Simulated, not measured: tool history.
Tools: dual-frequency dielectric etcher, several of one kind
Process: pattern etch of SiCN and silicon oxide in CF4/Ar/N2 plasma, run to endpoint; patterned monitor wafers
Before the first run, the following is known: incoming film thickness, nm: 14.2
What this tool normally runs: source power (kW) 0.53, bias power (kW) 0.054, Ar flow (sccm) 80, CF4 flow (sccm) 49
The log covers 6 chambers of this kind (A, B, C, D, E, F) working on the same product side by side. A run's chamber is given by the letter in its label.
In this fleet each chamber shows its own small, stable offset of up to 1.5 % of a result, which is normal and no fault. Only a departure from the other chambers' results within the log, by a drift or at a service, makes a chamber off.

| run | day | source power (kW) | bias power (kW) | Ar flow (sccm) | CF4 flow (sccm) | hours since the last wet clean | hours since the last source power generator calibration | hours since the last bias power generator calibration | hours since the last Ar flow controller change | hours since the last CF4 flow controller change | endpoint time (s) |
|---|---|---|---|---|---|---|---|---|---|---|---|
| 1C | 0.325 | 0.53 | 0.054 | 80 | 49 | 184.3 | 2182.3 | 1103 | 1249.6 | 5378.1 | 15.764 |
| 2E | 0.796 | 0.53 | 0.054 | 80 | 49 | 63.9 | 3451.6 | 151.1 | 3244 | 1666.1 | 16.384 |
| 3A | 1.325 | 0.53 | 0.054 | 80 | 49 | 64.3 | 2815.4 | 167.2 | 3204.9 | 895.5 | 15.963 |
| 4F | 1.592 | 0.53 | 0.054 | 80 | 49 | 335.2 | 3583.5 | 62.6 | 54.4 | 1602.3 | 15.799 |
| 5D | 2.129 | 0.61 | 0.054 | 80 | 49 | 416.5 | 1639.7 | 831.5 | 2291.5 | 244.2 | 14.134 |
| 6B | 2.408 | 0.61 | 0.054 | 80 | 49 | 305.8 | 323.9 | 1474.1 | 1208.8 | 4519.5 | 14.159 |
| 7E | 2.754 | 0.61 | 0.054 | 80 | 49 | 110.9 | 3498.6 | 198.1 | 3291 | 1713.1 | 14.255 |
| 8F | 3.35 | 0.61 | 0.054 | 80 | 49 | 377.4 | 3625.7 | 104.8 | 96.6 | 1644.5 | 13.927 |
| 9D | 3.75 | 0.61 | 0.054 | 80 | 49 | 455.4 | 1678.6 | 870.4 | 2330.4 | 283.1 | 14.344 |
| 10B | 4.204 | 0.61 | 0.054 | 80 | 49 | 348.9 | 367 | 1517.2 | 1251.9 | 4562.6 | 14.061 |
| 11C | 4.521 | 0.53 | 0.054 | 80 | 49 | 285 | 2283 | 1203.7 | 1350.3 | 5478.8 | 15.913 |
| 12A | 4.983 | 0.53 | 0.054 | 80 | 49 | 152.1 | 2903.2 | 255 | 3292.7 | 983.3 | 15.95 |
| 13D | 5.396 | 0.53 | 0.054 | 80 | 49 | 494.9 | 1718.1 | 909.9 | 2369.9 | 322.6 | 16.03 |
| 14F | 5.871 | 0.53 | 0.066 | 80 | 49 | 437.9 | 3686.2 | 165.3 | 157.1 | 1705 | 14.804 |
|  | 6.433 | chamber D: wet clean of the chamber |
| 15C | 6.446 | 0.53 | 0.066 | 80 | 49 | 331.2 | 2329.2 | 1249.9 | 1396.5 | 5525 | 14.933 |
| 16E | 6.779 | 0.53 | 0.066 | 80 | 49 | 207.5 | 3595.2 | 294.7 | 3387.6 | 1809.7 | 15.089 |
| 17A | 7.312 | 0.53 | 0.066 | 80 | 49 | 208 | 2959.1 | 310.9 | 3348.6 | 1039.2 | 15.022 |
| 18B | 7.792 | 0.53 | 0.066 | 80 | 49 | 435 | 453.1 | 1603.3 | 1338 | 4648.7 | 15.188 |
| 19E | 8.146 | 0.53 | 0.066 | 80 | 49 | 240.3 | 3628 | 327.5 | 3420.4 | 1842.5 | 15.291 |
| 20B | 8.425 | 0.53 | 0.054 | 80 | 49 | 450.2 | 468.3 | 1618.5 | 1353.2 | 4663.9 | 16.058 |
|  | 8.771 | chamber F: wet clean of the chamber |
| 21C | 8.896 | 0.53 | 0.054 | 80 | 49 | 390 | 2388 | 1308.7 | 1455.3 | 5583.8 | 15.779 |
| 22A | 9.442 | 0.53 | 0.054 | 80 | 49 | 259.1 | 3010.2 | 362 | 3399.7 | 1090.3 | 16.168 |
| 23D | 10.021 | 0.53 | 0.054 | 80 | 49 | 86.2 | 1829.1 | 1020.9 | 2480.9 | 433.6 | 16.905 |
| 24F | 10.392 | 0.53 | 0.054 | 80 | 49 | 38.9 | 3794.7 | 273.8 | 265.6 | 1813.5 | 15.62 |
|  | 10.692 | chamber C: wet clean of the chamber |
| 25E | 10.825 | 0.53 | 0.054 | 87 | 41 | 304.6 | 3692.3 | 391.8 | 3484.7 | 1906.8 | 17.013 |
| 26B | 11.408 | 0.53 | 0.054 | 87 | 41 | 521.8 | 539.9 | 1690.1 | 1424.8 | 4735.5 | 16.803 |
|  | 11.433 | chamber C: CF4 flow controller replaced |
| 27F | 11.933 | 0.53 | 0.054 | 87 | 41 | 75.9 | 3831.7 | 310.8 | 302.6 | 1850.5 | 16.643 |
| 28C | 12.371 | 0.53 | 0.054 | 87 | 41 | 40.3 | 2471.4 | 1392.1 | 1538.7 | 22.5 | 16.619 |
| 29D | 12.679 | 0.53 | 0.054 | 87 | 41 | 150 | 1892.9 | 1084.7 | 2544.7 | 497.4 | 17.648 |
| 30A | 13.204 | 0.53 | 0.054 | 87 | 41 | 349.4 | 3100.5 | 452.3 | 3490 | 1180.6 | 16.934 |
| 31D | 13.575 | 0.53 | 0.054 | 80 | 49 | 171.5 | 1914.4 | 1106.2 | 2566.2 | 518.9 | 17.011 |
| 32B | 14.054 | 0.53 | 0.054 | 80 | 49 | 585.3 | 603.4 | 1753.6 | 1488.3 | 4799 | 15.776 |
| 33A | 14.312 | 0.53 | 0.054 | 80 | 49 | 376 | 3127.1 | 478.9 | 3516.6 | 1207.2 | 15.958 |
| 34E | 14.583 | 0.53 | 0.044 | 80 | 49 | 394.8 | 3782.5 | 482 | 3574.9 | 1997 | 17.025 |
| 35C | 15.179 | 0.53 | 0.044 | 80 | 49 | 107.7 | 2538.8 | 1459.5 | 1606.1 | 89.9 | 16.975 |
| 36F | 15.504 | 0.53 | 0.044 | 80 | 49 | 161.6 | 3917.4 | 396.5 | 388.3 | 1936.2 | 16.961 |
| 37B | 16.012 | 0.53 | 0.044 | 80 | 49 | 632.3 | 650.4 | 1800.6 | 1535.3 | 4846 | 17.072 |
| 38F | 16.458 | 0.53 | 0.044 | 80 | 49 | 184.5 | 3940.3 | 419.4 | 411.2 | 1959.1 | 16.785 |
| 39A | 16.758 | 0.53 | 0.044 | 80 | 49 | 434.7 | 3185.8 | 537.6 | 3575.3 | 1265.9 | 17.368 |
| 40E | 17.254 | 0.53 | 0.054 | 80 | 49 | 458.9 | 3846.6 | 546.1 | 3639 | 2061.1 | 16.313 |
| 41C | 17.833 | 0.53 | 0.054 | 80 | 49 | 171.4 | 2602.5 | 1523.2 | 1669.8 | 153.6 | 15.985 |
| 42D | 18.421 | 0.53 | 0.054 | 80 | 49 | 287.8 | 2030.7 | 1222.5 | 2682.5 | 635.2 | 16.97 |
| 43A | 18.712 | 0.53 | 0.054 | 80 | 49 | 481.6 | 3232.7 | 584.5 | 3622.2 | 1312.8 | 16.036 |
| 44E | 19.212 | 0.53 | 0.054 | 80 | 49 | 505.9 | 3893.6 | 593.1 | 3686 | 2108.1 | 16.122 |

Is one chamber out of step, is the gauge drifting, or do the chambers differ by no more than their own small offsets? For an off chamber, give its letter and the likeliest cause.

After it was serviced, chamber D no longer matches the other chambers.
Most likely cause: etch rate under this chamber's usual, % = 4.8.

Below are 4 candidate recipes for chamber D's next run, each the usual settings with a change, their results shown as question marks. Which of them brings D's results back in line with what the other chambers give on the usual settings?
Allowed miss from the other chambers' usual-settings mean, per result, to count as in line: endpoint time (s) 0.43
| 45D-1 | 19.642 | 0.53 | 0.062 | 74 | 49 |  |  |  |  |  | ? |
| 45D-2 | 19.642 | 0.53 | 0.066 | 71 | 55 |  |  |  |  |  | ? |
| 45D-3 | 19.642 | 0.5 | 0.053 | 81 | 49 |  |  |  |  |  | ? |
| 45D-4 | 19.642 | 0.48 | 0.052 | 82 | 48 |  |  |  |  |  | ? |

The mean the other chambers reach with the usual settings: endpoint time (s) 16.006
| run | endpoint time (s) |
|---|---|
| 45D-1 | 16.01 |
| 45D-2 | 15.31 |
| 45D-3 | 18.004 |
| 45D-4 | 18.889 |
It is 45D-1 that realigns the chamber with its peers.

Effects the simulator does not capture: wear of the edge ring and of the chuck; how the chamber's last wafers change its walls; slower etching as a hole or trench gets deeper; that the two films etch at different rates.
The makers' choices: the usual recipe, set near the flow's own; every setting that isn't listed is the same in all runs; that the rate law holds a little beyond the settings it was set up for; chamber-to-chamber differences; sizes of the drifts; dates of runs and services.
